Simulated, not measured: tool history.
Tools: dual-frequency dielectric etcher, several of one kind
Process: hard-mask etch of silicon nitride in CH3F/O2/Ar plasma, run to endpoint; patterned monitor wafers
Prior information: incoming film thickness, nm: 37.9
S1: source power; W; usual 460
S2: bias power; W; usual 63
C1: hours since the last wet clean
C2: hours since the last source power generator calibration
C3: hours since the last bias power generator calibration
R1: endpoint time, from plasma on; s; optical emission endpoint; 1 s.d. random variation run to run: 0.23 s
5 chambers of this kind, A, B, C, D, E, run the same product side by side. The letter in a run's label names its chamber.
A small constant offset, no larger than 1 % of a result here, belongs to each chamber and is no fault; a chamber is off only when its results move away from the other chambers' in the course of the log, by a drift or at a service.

run,day,S1,S2,C1,C2,C3,R1
1A,0.512,460,63,410.5,1536.8,1746.1,54.933
2E,0.908,460,63,173.3,1146.3,108.2,54.617
3C,1.458,460,63,254,764.8,2436.3,55.066
4B,1.825,460,63,330.6,3718.3,2088.5,54.783
5D,2.262,460,63,447.1,322.6,1446.3,54.419
6A,2.783,460,63,465,1591.3,1800.6,54.694
# day 2.983: chamber D: bias power generator calibrated
7C,3.162,460,63,294.9,805.7,2477.2,55.283
8E,3.738,460,63,241.2,1214.2,176.1,54.224
9D,4.1,420,63,491.2,366.7,26.8,56.461
10B,4.617,420,63,397.6,3785.3,2155.5,56.93
# day 4.9: chamber B: wet clean of the chamber
11C,4.908,420,63,336.8,847.6,2519.1,56.901
12B,5.362,420,63,11.1,3803.2,2173.4,56.633
13D,5.904,420,63,534.5,410,70.1,56.217
14E,6.171,460,63,299.6,1272.6,234.5,54.487
15A,6.538,460,63,555.1,1681.4,1890.7,54.871
16D,6.975,550,63,560.2,435.7,95.8,50.832
17E,7.438,550,63,330,1303,264.9,51.08
18C,7.85,550,63,407.4,918.2,2589.7,51.051
19B,8.162,550,63,78.3,3870.4,2240.6,50.934
# day 8.296: chamber D: wet clean of the chamber
# day 8.533: chamber C: wet clean of the chamber
20A,8.579,550,63,604.1,1730.4,1939.7,50.848
21E,8.971,460,63,366.8,1339.8,301.7,54.786
22A,9.429,530,63,624.5,1750.8,1960.1,51.733
23C,9.708,530,63,28.3,962.8,2634.3,51.931
# day 10.025: chamber A: source power generator calibrated
24D,10.071,530,63,42.6,510,170.1,49.052
25B,10.379,530,63,131.5,3923.6,2293.8,51.691
26B,10.65,530,63,138,3930.1,2300.3,51.298
27D,11.158,460,63,68.7,536.1,196.2,51.972
28A,11.433,460,63,672.6,33.9,2008.2,54.397
# day 11.621: chamber A: wet clean of the chamber
29C,12,460,63,83.3,1017.8,2689.3,54.986
30E,12.354,460,63,448,1421,382.9,54.687
31E,12.858,460,63,460.1,1433.1,395,55.12
32C,13.312,460,63,114.8,1049.3,2720.8,54.662
33D,13.654,460,63,128.6,596,256.1,51.652
34A,14.125,460,63,60.2,98.5,2072.8,54.571
35B,14.5,460,63,230.4,4022.5,2392.7,54.654
36C,14.967,460,63,154.5,1089,2760.5,55.043
37D,15.346,460,63,169.2,636.6,296.7,52.037
# day 15.575: chamber E: wet clean of the chamber
38E,15.846,460,63,6.6,1504.8,466.7,54.504
39A,16.333,460,63,113.2,151.5,2125.8,54.731
40B,16.629,460,63,281.5,4073.6,2443.8,54.615
41D,16.912,460,63,206.8,674.2,334.3,51.682
42B,17.317,460,63,298,4090.1,2460.3,54.592
43A,17.754,500,75,147.3,185.6,2159.9,50.138

All chambers now run identical settings, listed one chamber a line with results as question marks. What results will each chamber show?
44A,18.175,460,56,,,,?
44B,18.175,460,56,,,,?
44C,18.175,460,56,,,,?
44D,18.175,460,56,,,,?
44E,18.175,460,56,,,,?

run,R1
44A,56.845
44B,56.776
44C,56.755
44D,54.011
44E,56.891

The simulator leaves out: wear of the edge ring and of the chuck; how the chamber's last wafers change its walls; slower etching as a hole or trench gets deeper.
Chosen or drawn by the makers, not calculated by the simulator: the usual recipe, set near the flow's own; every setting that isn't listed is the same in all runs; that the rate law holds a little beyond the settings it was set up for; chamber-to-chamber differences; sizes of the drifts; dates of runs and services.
